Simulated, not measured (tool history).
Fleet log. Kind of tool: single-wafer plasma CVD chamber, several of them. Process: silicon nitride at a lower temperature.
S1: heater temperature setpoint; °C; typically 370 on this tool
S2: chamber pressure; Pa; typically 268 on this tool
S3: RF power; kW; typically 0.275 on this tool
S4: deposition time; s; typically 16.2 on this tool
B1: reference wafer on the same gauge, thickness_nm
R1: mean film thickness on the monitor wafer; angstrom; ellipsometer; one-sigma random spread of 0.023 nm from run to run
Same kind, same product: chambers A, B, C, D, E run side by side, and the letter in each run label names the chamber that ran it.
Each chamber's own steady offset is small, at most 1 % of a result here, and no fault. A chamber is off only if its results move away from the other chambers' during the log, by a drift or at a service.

{"run": "1A", "hour": 6.8, "S1": 370, "S2": 268, "S3": 0.275, "S4": 16.2, "B1": 22.401, "R1": 189.42}
{"run": "2E", "hour": 11.2, "S1": 370, "S2": 268, "S3": 0.275, "S4": 16.2, "B1": 22.396, "R1": 190.4}
{"run": "3D", "hour": 19.4, "S1": 370, "S2": 268, "S3": 0.275, "S4": 16.2, "B1": 22.388, "R1": 189.65}
{"run": "4B", "hour": 24.2, "S1": 370, "S2": 268, "S3": 0.275, "S4": 16.2, "B1": 22.386, "R1": 190.78}
{"run": "5C", "hour": 29.2, "S1": 370, "S2": 268, "S3": 0.275, "S4": 16.2, "B1": 22.384, "R1": 189.55}
{"run": "6C", "hour": 36.0, "S1": 370, "S2": 268, "S3": 0.31, "S4": 18.8, "B1": 22.384, "R1": 238.37}
{"run": "7B", "hour": 45.8, "S1": 370, "S2": 268, "S3": 0.31, "S4": 18.8, "B1": 22.383, "R1": 240.21}
{"run": "8E", "hour": 53.2, "S1": 370, "S2": 268, "S3": 0.31, "S4": 18.8, "B1": 22.379, "R1": 239.26}
{"run": "9A", "hour": 59.9, "S1": 370, "S2": 268, "S3": 0.31, "S4": 18.8, "B1": 22.379, "R1": 237.65}
{"run": "10D", "hour": 70.0, "S1": 370, "S2": 268, "S3": 0.31, "S4": 18.8, "B1": 22.373, "R1": 237.82}
{"run": "11D", "hour": 77.8, "S1": 370, "S2": 268, "S3": 0.275, "S4": 16.2, "B1": 22.374, "R1": 189.27}
{"run": "12E", "hour": 84.9, "S1": 370, "S2": 268, "S3": 0.275, "S4": 16.2, "B1": 22.361, "R1": 190.04}
{"run": "13C", "hour": 92.0, "S1": 370, "S2": 268, "S3": 0.275, "S4": 16.2, "B1": 22.364, "R1": 189.13}
{"run": "14A", "hour": 100.8, "S1": 370, "S2": 268, "S3": 0.275, "S4": 16.2, "B1": 22.361, "R1": 188.99}
{"run": "15B", "hour": 107.8, "S1": 370, "S2": 268, "S3": 0.275, "S4": 16.2, "B1": 22.353, "R1": 190.55}
{"run": "16C", "hour": 115.7, "S1": 370, "S2": 268, "S3": 0.275, "S4": 16.2, "B1": 22.355, "R1": 189.64}
{"hour": 117.9, "done": "chamber E: capacitance manometer re-zeroed and calibrated"}
{"run": "17A", "hour": 123.8, "S1": 370, "S2": 268, "S3": 0.275, "S4": 16.2, "B1": 22.352, "R1": 188.68}
{"run": "18E", "hour": 133.1, "S1": 370, "S2": 268, "S3": 0.275, "S4": 16.2, "B1": 22.349, "R1": 189.49}
{"run": "19B", "hour": 139.6, "S1": 370, "S2": 268, "S3": 0.275, "S4": 16.2, "B1": 22.347, "R1": 190.66}
{"run": "20D", "hour": 146.5, "S1": 370, "S2": 292, "S3": 0.275, "S4": 16.2, "B1": 22.334, "R1": 193.53}
{"run": "21A", "hour": 151.7, "S1": 370, "S2": 292, "S3": 0.275, "S4": 16.2, "B1": 22.341, "R1": 193.3}
{"run": "22B", "hour": 157.0, "S1": 370, "S2": 292, "S3": 0.275, "S4": 16.2, "B1": 22.345, "R1": 194.59}
{"run": "23D", "hour": 165.1, "S1": 370, "S2": 292, "S3": 0.275, "S4": 16.2, "B1": 22.325, "R1": 193.18}
{"run": "24E", "hour": 173.9, "S1": 370, "S2": 292, "S3": 0.275, "S4": 16.2, "B1": 22.33, "R1": 194.24}
{"run": "25C", "hour": 182.5, "S1": 370, "S2": 268, "S3": 0.275, "S4": 16.2, "B1": 22.32, "R1": 188.88}
{"run": "26C", "hour": 188.5, "S1": 370, "S2": 268, "S3": 0.275, "S4": 16.2, "B1": 22.327, "R1": 188.67}
{"run": "27B", "hour": 196.8, "S1": 370, "S2": 268, "S3": 0.275, "S4": 16.2, "B1": 22.329, "R1": 189.72}
{"run": "28D", "hour": 202.5, "S1": 370, "S2": 268, "S3": 0.275, "S4": 16.2, "B1": 22.317, "R1": 189.0}
{"run": "29A", "hour": 207.1, "S1": 370, "S2": 268, "S3": 0.275, "S4": 16.2, "B1": 22.319, "R1": 188.66}
{"run": "30E", "hour": 213.0, "S1": 370, "S2": 268, "S3": 0.275, "S4": 16.2, "B1": 22.315, "R1": 189.62}
{"run": "31A", "hour": 218.7, "S1": 370, "S2": 268, "S3": 0.275, "S4": 16.2, "B1": 22.311, "R1": 188.38}
{"run": "32D", "hour": 224.1, "S1": 370, "S2": 268, "S3": 0.275, "S4": 16.2, "B1": 22.307, "R1": 188.74}
{"run": "33C", "hour": 230.8, "S1": 370, "S2": 268, "S3": 0.275, "S4": 16.2, "B1": 22.303, "R1": 188.43}
{"run": "34B", "hour": 237.2, "S1": 370, "S2": 268, "S3": 0.275, "S4": 16.2, "B1": 22.303, "R1": 189.82}
{"run": "35E", "hour": 247.0, "S1": 370, "S2": 268, "S3": 0.275, "S4": 16.2, "B1": 22.304, "R1": 189.12}
{"run": "36E", "hour": 256.5, "S1": 370, "S2": 268, "S3": 0.275, "S4": 16.2, "B1": 22.295, "R1": 189.18}
{"run": "37A", "hour": 266.0, "S1": 383, "S2": 268, "S3": 0.275, "S4": 16.2, "B1": 22.301, "R1": 187.44}
{"run": "38D", "hour": 272.2, "S1": 383, "S2": 268, "S3": 0.275, "S4": 16.2, "B1": 22.287, "R1": 187.38}

What goes on in this fleet: one chamber off, a drifting gauge, or nothing beyond the chambers' own small offsets? Name the chamber and the cause, if any.

Every chamber seems to shift together because the gauge that measures them all drifts; the chambers themselves are fine.
Most likely cause: gauge reads low (%) = 0.497.

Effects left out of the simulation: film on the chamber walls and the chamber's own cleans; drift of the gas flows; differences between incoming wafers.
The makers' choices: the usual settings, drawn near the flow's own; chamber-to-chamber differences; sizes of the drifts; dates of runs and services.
